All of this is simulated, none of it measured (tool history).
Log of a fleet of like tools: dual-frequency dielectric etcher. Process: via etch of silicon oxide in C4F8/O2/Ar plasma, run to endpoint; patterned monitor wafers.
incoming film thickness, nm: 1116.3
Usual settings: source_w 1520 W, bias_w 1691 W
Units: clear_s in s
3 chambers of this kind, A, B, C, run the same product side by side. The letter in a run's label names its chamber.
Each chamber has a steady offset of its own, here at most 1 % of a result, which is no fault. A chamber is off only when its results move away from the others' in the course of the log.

run 1B hour=10.2 | source_w=1520 bias_w=1691 | clear_s=258.35
run 2A hour=18.7 | source_w=1520 bias_w=1691 | clear_s=256.14
run 3C hour=27.8 | source_w=1520 bias_w=1691 | clear_s=256.28
run 4C hour=32.9 | source_w=1520 bias_w=1691 | clear_s=253.96
run 5B hour=37.8 | source_w=1520 bias_w=1691 | clear_s=258.82
run 6A hour=47 | source_w=1520 bias_w=1691 | clear_s=255.4
run 7C hour=52.7 | source_w=1520 bias_w=1691 | clear_s=256.02
run 8A hour=58.5 | source_w=1330 bias_w=1548 | clear_s=275.37
run 9B hour=68.7 | source_w=1330 bias_w=1548 | clear_s=281.62
run 10B hour=76.3 | source_w=1330 bias_w=1548 | clear_s=280.52
run 11A hour=86.4 | source_w=1520 bias_w=1691 | clear_s=256.08
-- hour=90.2 chamber C: wet clean of the chamber
run 12C hour=94.5 | source_w=1520 bias_w=1691 | clear_s=257.23
run 13A hour=99.8 | source_w=1520 bias_w=1457 | clear_s=266.74
run 14B hour=107 | source_w=1520 bias_w=1457 | clear_s=270.29
run 15C hour=117.9 | source_w=1520 bias_w=1457 | clear_s=268.68
run 16C hour=126 | source_w=1520 bias_w=1691 | clear_s=255.82
run 17A hour=132.1 | source_w=1520 bias_w=1691 | clear_s=258.61
run 18B hour=138.6 | source_w=1310 bias_w=1536 | clear_s=282.06
run 19B hour=149.3 | source_w=1310 bias_w=1536 | clear_s=283.92
run 20A hour=156.6 | source_w=1310 bias_w=1536 | clear_s=280.64
run 21C hour=163.9 | source_w=1520 bias_w=1691 | clear_s=257.99
run 22A hour=171.2 | source_w=1360 bias_w=1552 | clear_s=274.66
run 23C hour=180 | source_w=1360 bias_w=1552 | clear_s=272.61
run 24B hour=187.6 | source_w=1360 bias_w=1552 | clear_s=278.76
run 25A hour=196.8 | source_w=1520 bias_w=1691 | clear_s=257.56
run 26B hour=202.6 | source_w=1890 bias_w=2003 | clear_s=225.61
run 27C hour=211 | source_w=1890 bias_w=2003 | clear_s=223.95
run 28A hour=220.4 | source_w=1890 bias_w=2003 | clear_s=225.11
run 29C hour=226.9 | source_w=1520 bias_w=1826 | clear_s=250.42
-- hour=232.2 chamber B: wet clean of the chamber
run 30B hour=232.5 | source_w=1520 bias_w=1826 | clear_s=252.69
run 31A hour=243.1 | source_w=1520 bias_w=1826 | clear_s=248.45

Is one chamber off against the others, does the gauge drift, or is nothing wrong? If a chamber is off, say which, and what the likeliest cause is.

No chamber stands off beyond its own small offset, and the gauge holds steady.
